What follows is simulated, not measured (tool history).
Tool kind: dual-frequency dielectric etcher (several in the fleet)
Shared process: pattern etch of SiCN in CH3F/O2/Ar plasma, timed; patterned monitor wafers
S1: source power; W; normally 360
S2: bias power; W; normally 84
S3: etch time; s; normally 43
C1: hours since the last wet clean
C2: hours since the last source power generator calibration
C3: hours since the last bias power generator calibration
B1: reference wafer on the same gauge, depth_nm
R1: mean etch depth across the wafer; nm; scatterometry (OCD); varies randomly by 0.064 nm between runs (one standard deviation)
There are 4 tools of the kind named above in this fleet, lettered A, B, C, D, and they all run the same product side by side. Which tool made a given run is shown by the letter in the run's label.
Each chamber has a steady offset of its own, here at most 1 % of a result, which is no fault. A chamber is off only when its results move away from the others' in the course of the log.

| run | hour | S1 | S2 | S3 | C1 | C2 | C3 | B1 | R1 |
|---|---|---|---|---|---|---|---|---|---|
| 1A | 9.6 | 360 | 84 | 43 | 88.6 | 1622.7 | 3480.1 | 17.193 | 16.24 |
| 2C | 23 | 360 | 84 | 43 | 90.4 | 3729.1 | 319.8 | 17.216 | 16.465 |
| 3D | 37.6 | 360 | 84 | 43 | 101.5 | 608.2 | 178.2 | 17.208 | 16.385 |
| 4B | 52.8 | 360 | 84 | 43 | 359.8 | 2043.2 | 3396.2 | 17.199 | 16.437 |
| 5C | 68.4 | 360 | 84 | 43 | 135.8 | 3774.5 | 365.2 | 17.22 | 16.685 |
| 6D | 75.5 | 360 | 84 | 43 | 139.4 | 646.1 | 216.1 | 17.196 | 16.562 |
| 7A | 91.9 | 360 | 84 | 43 | 170.9 | 1705 | 3562.4 | 17.206 | 16.205 |
| 8B | 99.3 | 360 | 84 | 43 | 406.3 | 2089.7 | 3442.7 | 17.194 | 16.458 |
| 9A | 111.2 | 310 | 84 | 33 | 190.2 | 1724.3 | 3581.7 | 17.224 | 11.812 |
| 10D | 121.1 | 310 | 84 | 33 | 185 | 691.7 | 261.7 | 17.205 | 11.933 |
| 11C | 134.5 | 310 | 84 | 33 | 201.9 | 3840.6 | 431.3 | 17.209 | 12.027 |
| 12B | 146 | 310 | 84 | 33 | 453 | 2136.4 | 3489.4 | 17.199 | 11.838 |
| 13D | 161.3 | 360 | 84 | 43 | 225.2 | 731.9 | 301.9 | 17.182 | 16.332 |
| 14A | 168.4 | 360 | 84 | 43 | 247.4 | 1781.5 | 3638.9 | 17.177 | 16.21 |
| 15C | 179.1 | 360 | 84 | 33.5 | 246.5 | 3885.2 | 475.9 | 17.209 | 12.845 |
| 16B | 190.5 | 360 | 84 | 33.5 | 497.5 | 2180.9 | 3533.9 | 17.188 | 12.655 |
| 17D | 198.6 | 360 | 84 | 33.5 | 262.5 | 769.2 | 339.2 | 17.197 | 12.725 |
| 18C | 210.2 | 360 | 84 | 33.5 | 277.6 | 3916.3 | 507 | 17.192 | 12.89 |
| 19B | 222.2 | 360 | 84 | 43 | 529.2 | 2212.6 | 3565.6 | 17.195 | 16.309 |
| 20A | 235.4 | 360 | 84 | 43 | 314.4 | 1848.5 | 3705.9 | 17.212 | 16.307 |
| 21A | 249.7 | 360 | 84 | 43 | 328.7 | 1862.8 | 3720.2 | 17.187 | 16.202 |
| 22C | 262.2 | 360 | 84 | 43 | 329.6 | 3968.3 | 559 | 17.215 | 16.492 |
| 23B | 272 | 360 | 84 | 43 | 579 | 2262.4 | 3615.4 | 17.211 | 16.046 |
|  | 276 | chamber D: wet clean of the chamber |
|  | 282.1 | chamber C: source power generator calibrated |
| 24D | 282.4 | 360 | 84 | 43 | 6.4 | 853 | 423 | 17.192 | 16.378 |
| 25B | 294 | 360 | 84 | 43 | 601 | 2284.4 | 3637.4 | 17.208 | 15.949 |
| 26D | 309.9 | 390 | 66 | 43 | 33.9 | 880.5 | 450.5 | 17.212 | 15.481 |
| 27C | 317 | 390 | 66 | 43 | 384.4 | 35 | 613.8 | 17.182 | 15.667 |
| 28A | 329.7 | 390 | 66 | 43 | 408.7 | 1942.8 | 3800.2 | 17.191 | 15.332 |
| 29C | 342.9 | 390 | 66 | 43 | 410.3 | 60.9 | 639.7 | 17.194 | 15.747 |
| 30D | 352.3 | 360 | 84 | 43 | 76.3 | 922.9 | 492.9 | 17.194 | 16.388 |
|  | 353.2 | chamber A: wet clean of the chamber |
| 31A | 365.9 | 360 | 84 | 38 | 12.8 | 1979 | 3836.4 | 17.199 | 14.404 |
| 32B | 375.7 | 360 | 84 | 38 | 682.7 | 2366.1 | 3719.1 | 17.205 | 14.002 |
| 33D | 383.9 | 360 | 84 | 38 | 107.9 | 954.5 | 524.5 | 17.192 | 14.513 |
| 34B | 396.2 | 360 | 84 | 38 | 703.2 | 2386.6 | 3739.6 | 17.197 | 14.108 |
| 35C | 409 | 360 | 84 | 43 | 476.4 | 127 | 705.8 | 17.212 | 16.542 |
| 36A | 422.1 | 360 | 73 | 43 | 69 | 2035.2 | 3892.6 | 17.192 | 15.51 |
| 37B | 431.4 | 360 | 73 | 43 | 738.4 | 2421.8 | 3774.8 | 17.197 | 15.025 |
| 38A | 441 | 360 | 73 | 43 | 87.9 | 2054.1 | 3911.5 | 17.18 | 15.517 |
| 39D | 453.1 | 360 | 73 | 43 | 177.1 | 1023.7 | 593.7 | 17.209 | 15.586 |
| 40C | 466.5 | 360 | 84 | 43 | 533.9 | 184.5 | 763.3 | 17.211 | 16.495 |
| 41C | 479 | 360 | 84 | 43 | 546.4 | 197 | 775.8 | 17.201 | 16.62 |

All 4 chambers run these settings next. Forecast each chamber's results:
| 42A | 490.7 | 360 | 84 | 34.5 |  |  |  |  | ? |
| 42B | 490.7 | 360 | 84 | 34.5 |  |  |  |  | ? |
| 42C | 490.7 | 360 | 84 | 34.5 |  |  |  |  | ? |
| 42D | 490.7 | 360 | 84 | 34.5 |  |  |  |  | ? |

| run | R1 |
|---|---|
| 42A | 13.111 |
| 42B | 12.646 |
| 42C | 13.189 |
| 42D | 13.227 |
